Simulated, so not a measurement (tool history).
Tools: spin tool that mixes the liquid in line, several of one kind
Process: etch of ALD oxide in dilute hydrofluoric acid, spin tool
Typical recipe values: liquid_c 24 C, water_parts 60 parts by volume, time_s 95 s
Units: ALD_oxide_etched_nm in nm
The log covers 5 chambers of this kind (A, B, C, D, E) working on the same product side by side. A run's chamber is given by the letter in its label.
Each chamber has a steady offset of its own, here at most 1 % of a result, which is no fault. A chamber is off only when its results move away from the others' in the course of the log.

run     day  liquid_c  water_parts  time_s  hours since the thermometer was replaced  hours since the hydrofluoric acid flow meter was replaced  read-back film thickness of the ALD oxide reference wafer, read on the same gauge (nm)  ALD_oxide_etched_nm
 1A   0.388        24           60      95                                    1546.6                                                      874.2                                                                                  149.99               17.019
 2B   0.808        24           60      95                                    1385.1                                                       73.8                                                                                  150.01               16.807
 3D   1.058        24           60      95                                     276.3                                                      124.2                                                                                  149.97               16.691
 4E   1.379        24           60      95                                    1875.1                                                     1185.3                                                                                  150.01               16.994
 5C   1.875        24           60      95                                     603.3                                                      807.4                                                                                  149.98               16.922
 6E   2.333        24           60      95                                      1898                                                     1208.2                                                                                  149.99               17.261
 7B   2.579        24           75     145                                    1427.6                                                      116.3                                                                                  149.99               19.812
 8C   3.058        24           75     145                                     631.7                                                      835.8                                                                                  149.99               20.433
 9D   3.329        24           75     145                                     330.8                                                      178.7                                                                                  150.02                19.94
10A   3.579        24           75     145                                    1623.2                                                      950.8                                                                                  149.99                20.55
11C    3.85        24           75     145                                     650.7                                                      854.8                                                                                  149.97               20.105
12D   4.125        24           60      95                                     349.9                                                      197.8                                                                                     150               16.834
13B   4.604      19.5           35      95                                    1476.2                                                      164.9                                                                                  150.01               24.815
14E   5.054      19.5           35      95                                    1963.3                                                     1273.5                                                                                  149.99               24.702
15A   5.338      19.5           35      95                                    1665.4                                                        993                                                                                     150               25.289
16A   5.579      19.5           35      95                                    1671.2                                                      998.8                                                                                     150               25.119
17C   6.033      19.5           35      95                                     703.1                                                      907.2                                                                                  149.98               24.629
18D   6.279        24           60      95                                     401.6                                                      249.5                                                                                  149.99               17.303
19B   6.758        24           60      95                                    1527.9                                                      216.6                                                                                  149.98               16.706
20E   7.083        24           60      95                                      2012                                                     1322.2                                                                                  150.02               16.906
21E   7.483        24           60      95                                    2021.6                                                     1331.8                                                                                  150.01               17.223
22C   7.904        24           60      95                                       748                                                      952.1                                                                                  149.97               16.862
      8.121  -- chamber A: thermometer replaced
23D   8.258        24           60      95                                     449.1                                                        297                                                                                  150.02               17.439
      8.646  -- chamber C: hydrofluoric acid flow meter replaced
24A   8.692        24           60      95                                      13.7                                                     1073.5                                                                                     150               17.332
25B   9.146        24           60      95                                    1585.2                                                      273.9                                                                                  150.01                 16.9
26D   9.546        24           60      95                                       480                                                      327.9                                                                                     150               17.602
27C   9.838        24           60      95                                     794.4                                                       28.6                                                                                  149.99               16.604
28A  10.329        24           60      95                                        53                                                     1112.8                                                                                  150.01               16.796
29E  10.829        24           60      95                                    2101.9                                                     1412.1                                                                                  149.99               16.998
30B  11.158        24           60      95                                    1633.5                                                      322.2                                                                                  150.04                16.78
31C    11.4        24           90      95                                     831.9                                                       66.1                                                                                  149.99               10.661
32E  11.696        24           90      95                                    2122.7                                                     1432.9                                                                                  149.99               10.991
33A  12.129        24           90      95                                      96.2                                                       1156                                                                                     150               11.055
34B  12.458        24           90      95                                    1664.7                                                      353.4                                                                                     150               10.844
35D  12.812        24           90      95                                     558.4                                                      406.3                                                                                  149.99               11.849

Decide between three cases: one chamber stands off from its peers, the gauge reading all wafers drifts, or nothing is wrong past each chamber's small offset. Where a chamber is off, say which and what most likely put it there.

It is chamber D that slowly wanders off from its peers.
Cause: liquid hotter than its thermometer reads (K) = 2.34.
It could be hard to tell apart here from: hydrofluoric acid flow above the setpoint (%).

Here are 4 candidates for chamber D's next run, each the usual settings with a change, their results left as question marks. Which one brings its results back in line with what the others give on the usual settings?
To be in line, a result may differ from the other chambers' mean on the usual settings by at most: ALD_oxide_etched_nm 0.56 nm
36D-1  13.183        22           60      95                                                                                                                                                                                                                 ?
36D-2  13.183        24           55      95                                                                                                                                                                                                                 ?
36D-3  13.183      24.5           60      95                                                                                                                                                                                                                 ?
36D-4  13.183      23.5           60      95                                                                                                                                                                                                                 ?

Average result of the remaining chambers running the usual settings: ALD_oxide_etched_nm 16.904 nm
  run  ALD_oxide_etched_nm
36D-1               16.897
36D-2               20.156
36D-3               18.719
36D-4               17.969
36D-1 puts the chamber back in line with the other chambers.
